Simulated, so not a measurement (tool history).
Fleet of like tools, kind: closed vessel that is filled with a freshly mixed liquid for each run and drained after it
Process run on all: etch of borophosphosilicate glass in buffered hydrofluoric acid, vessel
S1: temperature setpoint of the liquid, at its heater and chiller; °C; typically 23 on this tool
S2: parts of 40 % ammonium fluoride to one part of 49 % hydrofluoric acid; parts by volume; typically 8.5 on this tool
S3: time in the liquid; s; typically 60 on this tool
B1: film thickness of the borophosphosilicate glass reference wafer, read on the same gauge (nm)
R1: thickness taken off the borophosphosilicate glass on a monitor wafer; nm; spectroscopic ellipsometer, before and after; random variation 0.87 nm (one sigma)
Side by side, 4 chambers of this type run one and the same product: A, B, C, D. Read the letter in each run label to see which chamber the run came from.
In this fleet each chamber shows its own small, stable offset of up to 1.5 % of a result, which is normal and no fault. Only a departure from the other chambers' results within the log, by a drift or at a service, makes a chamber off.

run	hour	S1	S2	S3	B1	R1
1C	14.7	23	8.5	60	40.006	104.6
2A	23.9	23	8.5	60	40.019	103.88
3D	38.8	23	8.5	60	40.015	102.78
# hour 42.1: chamber C: hydrofluoric acid flow meter replaced
4B	53.7	23	8.5	60	40.004	103.83
5B	68	23	8.5	60	39.993	105.03
6C	77.9	23	8.5	60	40.017	103.93
# hour 88.2: chamber B: hydrofluoric acid flow meter replaced
7D	88.4	23	8.5	60	39.997	104.59
8A	103.1	23	8.5	60	40.008	103.07
# hour 111.8: chamber B: thermometer replaced
9B	114.1	27.5	8.5	60	40.011	130.64
10D	126.4	27.5	8.5	60	39.986	130.85
11C	139	27.5	8.5	60	40.012	131.47
12A	151.2	27.5	8.5	60	39.994	131.53
13B	160.8	23	8.5	60	40.019	103.88
14A	173.3	23	8.5	60	40.03	102.92
15D	181.9	23	8.5	60	40.013	103.7
16C	195.3	23	8.5	60	40.005	104.01
17A	208	23	8.5	60	39.988	103.54
18C	217.4	23	8.5	60	40.009	103.07
19B	227.9	23	8.5	60	39.996	104.17
20D	237.7	19.5	8.5	45	40.008	64.916
21B	248.5	19.5	8.5	45	39.983	64.51
22A	257	19.5	8.5	45	40.029	65.067
23C	264.8	19.5	8.5	45	40.016	64.717
# hour 266.7: chamber D: thermometer replaced
24D	273.9	23	8.5	60	39.993	103.01
25C	283.5	23	8.5	60	40.005	104.6
26D	292.8	23	8.5	60	39.998	104.27
27B	303.7	23	8.5	60	39.976	104.01
28A	318.4	23	8.5	60	40.026	103.49
29B	328.3	23	8.5	60	40.01	104.67
30C	338.2	23	8.5	60	40.002	104.29
31A	345.1	23	8.5	60	40.003	103.3
32D	357.6	23	8.5	60	40.008	106.04
33B	366.1	23	8.5	60	39.993	104.68
34A	378.1	23	8.5	60	39.987	105.05
35C	390.2	23	8.5	60	40.003	105.4
36D	397.3	23	5	60	40.001	174.35
37B	410.8	23	5	60	40.018	171.98
38D	420.7	23	5	60	39.99	174.51
# hour 428.4: chamber C: thermometer replaced
39C	435.3	23	5	60	40.001	174.18
40A	447.3	23	8.5	60	40.017	103.46
41A	457.1	23	8.5	60	39.988	104.05

The same settings go to every chamber for the next run, one line per chamber below. Forecast the results for each:
42A	468.2	23	8.5	60		?
42B	468.2	23	8.5	60		?
42C	468.2	23	8.5	60		?
42D	468.2	23	8.5	60		?

run	R1
42A	103.92
42B	103.22
42C	104.28
42D	107.8
